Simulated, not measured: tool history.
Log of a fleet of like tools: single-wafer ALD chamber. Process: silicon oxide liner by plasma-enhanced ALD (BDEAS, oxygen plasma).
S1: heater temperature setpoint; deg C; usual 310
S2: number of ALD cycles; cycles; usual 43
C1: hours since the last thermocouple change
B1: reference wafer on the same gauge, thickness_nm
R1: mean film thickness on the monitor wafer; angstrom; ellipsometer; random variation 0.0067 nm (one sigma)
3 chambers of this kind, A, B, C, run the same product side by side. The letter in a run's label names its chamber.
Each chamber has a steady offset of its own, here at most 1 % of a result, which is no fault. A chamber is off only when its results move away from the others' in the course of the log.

{"run": "1C", "day": 0.675, "S1": 310, "S2": 43, "C1": 38.4, "B1": 4.1408, "R1": 39.45}
{"run": "2A", "day": 1.133, "S1": 310, "S2": 43, "C1": 501, "B1": 4.1426, "R1": 39.319}
{"run": "3B", "day": 1.779, "S1": 310, "S2": 43, "C1": 488.2, "B1": 4.1445, "R1": 39.775}
{"run": "4A", "day": 2.35, "S1": 310, "S2": 43, "C1": 530.2, "B1": 4.1454, "R1": 39.37}
{"run": "5B", "day": 2.775, "S1": 310, "S2": 43, "C1": 512.1, "B1": 4.1446, "R1": 39.738}
{"run": "6C", "day": 3.267, "S1": 310, "S2": 43, "C1": 100.6, "B1": 4.1442, "R1": 39.554}
{"run": "7A", "day": 3.638, "S1": 310, "S2": 43, "C1": 561.1, "B1": 4.1457, "R1": 39.34}
{"run": "8C", "day": 4.192, "S1": 310, "S2": 43, "C1": 122.8, "B1": 4.1475, "R1": 39.533}
{"run": "9B", "day": 4.746, "S1": 310, "S2": 43, "C1": 559.4, "B1": 4.15, "R1": 39.97}
{"run": "10A", "day": 5.438, "S1": 310, "S2": 43, "C1": 604.3, "B1": 4.149, "R1": 39.471}
{"run": "11B", "day": 6.079, "S1": 310, "S2": 43, "C1": 591.4, "B1": 4.1519, "R1": 39.86}
{"run": "12C", "day": 6.467, "S1": 310, "S2": 43, "C1": 177.4, "B1": 4.1533, "R1": 39.534}
{"run": "13B", "day": 7.15, "S1": 310, "S2": 43, "C1": 617.1, "B1": 4.1518, "R1": 39.804}
{"run": "14C", "day": 7.567, "S1": 310, "S2": 43, "C1": 203.8, "B1": 4.1553, "R1": 39.673}
{"run": "15A", "day": 8.079, "S1": 310, "S2": 43, "C1": 667.7, "B1": 4.1535, "R1": 39.523}
{"run": "16B", "day": 8.608, "S1": 298, "S2": 43, "C1": 652.1, "B1": 4.155, "R1": 40.875}
{"run": "17C", "day": 9.288, "S1": 298, "S2": 43, "C1": 245.1, "B1": 4.1562, "R1": 40.466}
{"run": "18A", "day": 9.804, "S1": 298, "S2": 43, "C1": 709.1, "B1": 4.1595, "R1": 40.452}
{"run": "19C", "day": 10.129, "S1": 310, "S2": 43, "C1": 265.3, "B1": 4.1594, "R1": 39.647}
{"run": "20A", "day": 10.804, "S1": 310, "S2": 43, "C1": 733.1, "B1": 4.1605, "R1": 39.469}
{"run": "21B", "day": 11.462, "S1": 310, "S2": 43, "C1": 720.6, "B1": 4.1629, "R1": 39.946}
{"run": "22A", "day": 12.142, "S1": 310, "S2": 47, "C1": 765.2, "B1": 4.165, "R1": 43.161}
{"run": "23C", "day": 12.529, "S1": 310, "S2": 47, "C1": 322.9, "B1": 4.1648, "R1": 43.397}
{"run": "24B", "day": 13.15, "S1": 310, "S2": 47, "C1": 761.1, "B1": 4.1653, "R1": 43.686}
{"run": "25C", "day": 13.762, "S1": 310, "S2": 43, "C1": 352.5, "B1": 4.1653, "R1": 39.739}
{"run": "26B", "day": 14.35, "S1": 310, "S2": 43, "C1": 789.9, "B1": 4.1665, "R1": 40.039}
{"run": "27A", "day": 14.704, "S1": 310, "S2": 43, "C1": 826.7, "B1": 4.1689, "R1": 39.497}

Is one chamber off against the others, does the gauge drift, or is nothing wrong? If a chamber is off, say which, and what the likeliest cause is.

The gauge drifts, so all chambers seem to drift together. No chamber is off.
Cause: gauge reads high (%) = 0.698.

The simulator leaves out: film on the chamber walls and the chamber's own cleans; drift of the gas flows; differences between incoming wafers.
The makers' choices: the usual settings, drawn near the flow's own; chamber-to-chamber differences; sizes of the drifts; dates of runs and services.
